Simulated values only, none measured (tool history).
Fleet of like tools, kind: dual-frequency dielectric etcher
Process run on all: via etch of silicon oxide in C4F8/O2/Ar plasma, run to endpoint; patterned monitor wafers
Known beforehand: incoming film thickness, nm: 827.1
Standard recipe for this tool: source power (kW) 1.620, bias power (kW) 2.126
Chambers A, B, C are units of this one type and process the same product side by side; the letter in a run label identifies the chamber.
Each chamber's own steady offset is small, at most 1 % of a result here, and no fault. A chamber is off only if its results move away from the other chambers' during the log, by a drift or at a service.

{"run": "1C", "hour": 11.6, "source power (kW)": 1.62, "bias power (kW)": 2.126, "endpoint time (s)": 175.07}
{"run": "2B", "hour": 18.6, "source power (kW)": 1.62, "bias power (kW)": 2.126, "endpoint time (s)": 176.28}
{"run": "3A", "hour": 27.3, "source power (kW)": 1.62, "bias power (kW)": 2.126, "endpoint time (s)": 173.73}
{"run": "4A", "hour": 37.4, "source power (kW)": 1.62, "bias power (kW)": 2.126, "endpoint time (s)": 174.64}
{"run": "5B", "hour": 49.2, "source power (kW)": 1.62, "bias power (kW)": 2.126, "endpoint time (s)": 175.31}
{"run": "6C", "hour": 59.8, "source power (kW)": 1.62, "bias power (kW)": 2.126, "endpoint time (s)": 175.17}
{"run": "7B", "hour": 72.5, "source power (kW)": 1.62, "bias power (kW)": 2.126, "endpoint time (s)": 175.84}
{"run": "8C", "hour": 86.2, "source power (kW)": 1.62, "bias power (kW)": 2.126, "endpoint time (s)": 174.73}
{"run": "9A", "hour": 95.2, "source power (kW)": 1.62, "bias power (kW)": 2.126, "endpoint time (s)": 173.35}
{"run": "10A", "hour": 107.9, "source power (kW)": 1.62, "bias power (kW)": 2.126, "endpoint time (s)": 174.74}
{"run": "11C", "hour": 116.2, "source power (kW)": 1.62, "bias power (kW)": 2.126, "endpoint time (s)": 174.44}
{"run": "12B", "hour": 126.2, "source power (kW)": 1.24, "bias power (kW)": 2.386, "endpoint time (s)": 189.14}
{"hour": 132.6, "done": "chamber C: wet clean of the chamber"}
{"run": "13A", "hour": 132.8, "source power (kW)": 1.24, "bias power (kW)": 2.386, "endpoint time (s)": 187.58}
{"run": "14C", "hour": 146.4, "source power (kW)": 1.24, "bias power (kW)": 2.386, "endpoint time (s)": 188.0}
{"run": "15B", "hour": 157.6, "source power (kW)": 1.62, "bias power (kW)": 2.126, "endpoint time (s)": 175.71}
{"hour": 162.7, "done": "chamber B: wet clean of the chamber"}
{"run": "16C", "hour": 165.2, "source power (kW)": 1.62, "bias power (kW)": 2.126, "endpoint time (s)": 175.06}
{"run": "17B", "hour": 173.9, "source power (kW)": 1.62, "bias power (kW)": 2.126, "endpoint time (s)": 176.11}
{"run": "18A", "hour": 181.6, "source power (kW)": 1.62, "bias power (kW)": 2.126, "endpoint time (s)": 173.74}
{"run": "19B", "hour": 188.2, "source power (kW)": 1.62, "bias power (kW)": 2.126, "endpoint time (s)": 175.52}
{"run": "20C", "hour": 198.8, "source power (kW)": 1.62, "bias power (kW)": 2.126, "endpoint time (s)": 174.26}
{"hour": 203.9, "done": "chamber B: bias power generator calibrated"}
{"run": "21A", "hour": 205.1, "source power (kW)": 1.62, "bias power (kW)": 2.126, "endpoint time (s)": 174.56}
{"hour": 209.5, "done": "chamber A: wet clean of the chamber"}
{"run": "22C", "hour": 218.9, "source power (kW)": 1.62, "bias power (kW)": 2.126, "endpoint time (s)": 173.53}
{"run": "23A", "hour": 225.3, "source power (kW)": 1.62, "bias power (kW)": 2.126, "endpoint time (s)": 174.87}
{"run": "24B", "hour": 235.5, "source power (kW)": 1.62, "bias power (kW)": 2.126, "endpoint time (s)": 175.23}
{"run": "25B", "hour": 244.3, "source power (kW)": 1.62, "bias power (kW)": 2.126, "endpoint time (s)": 175.48}
{"run": "26A", "hour": 258.4, "source power (kW)": 1.62, "bias power (kW)": 2.126, "endpoint time (s)": 175.29}
{"run": "27C", "hour": 269.2, "source power (kW)": 1.62, "bias power (kW)": 2.126, "endpoint time (s)": 173.62}
{"run": "28A", "hour": 278.5, "source power (kW)": 1.62, "bias power (kW)": 2.126, "endpoint time (s)": 173.77}
{"run": "29B", "hour": 287.9, "source power (kW)": 1.62, "bias power (kW)": 2.126, "endpoint time (s)": 176.17}
{"run": "30C", "hour": 298.7, "source power (kW)": 1.62, "bias power (kW)": 1.874, "endpoint time (s)": 182.28}
{"run": "31A", "hour": 308.5, "source power (kW)": 1.62, "bias power (kW)": 1.874, "endpoint time (s)": 180.47}
{"run": "32B", "hour": 321.2, "source power (kW)": 1.62, "bias power (kW)": 1.874, "endpoint time (s)": 182.09}
{"run": "33C", "hour": 331.6, "source power (kW)": 1.36, "bias power (kW)": 1.748, "endpoint time (s)": 197.97}
{"run": "34A", "hour": 343.1, "source power (kW)": 1.36, "bias power (kW)": 1.748, "endpoint time (s)": 198.27}
{"run": "35C", "hour": 356.2, "source power (kW)": 1.36, "bias power (kW)": 1.748, "endpoint time (s)": 200.6}
{"run": "36B", "hour": 367.0, "source power (kW)": 1.62, "bias power (kW)": 2.126, "endpoint time (s)": 175.6}
{"run": "37C", "hour": 378.5, "source power (kW)": 1.62, "bias power (kW)": 2.126, "endpoint time (s)": 175.56}
{"run": "38B", "hour": 385.4, "source power (kW)": 1.97, "bias power (kW)": 2.305, "endpoint time (s)": 158.08}

Each of the 3 chambers runs these same settings next. Fill in every chamber's results:
{"run": "39A", "hour": 395.7, "source power (kW)": 1.62, "bias power (kW)": 2.126, "endpoint time (s)": "?"}
{"run": "39B", "hour": 395.7, "source power (kW)": 1.62, "bias power (kW)": 2.126, "endpoint time (s)": "?"}
{"run": "39C", "hour": 395.7, "source power (kW)": 1.62, "bias power (kW)": 2.126, "endpoint time (s)": "?"}

run=39A endpoint_time_(s)=174.60
run=39B endpoint_time_(s)=175.64
run=39C endpoint_time_(s)=175.73
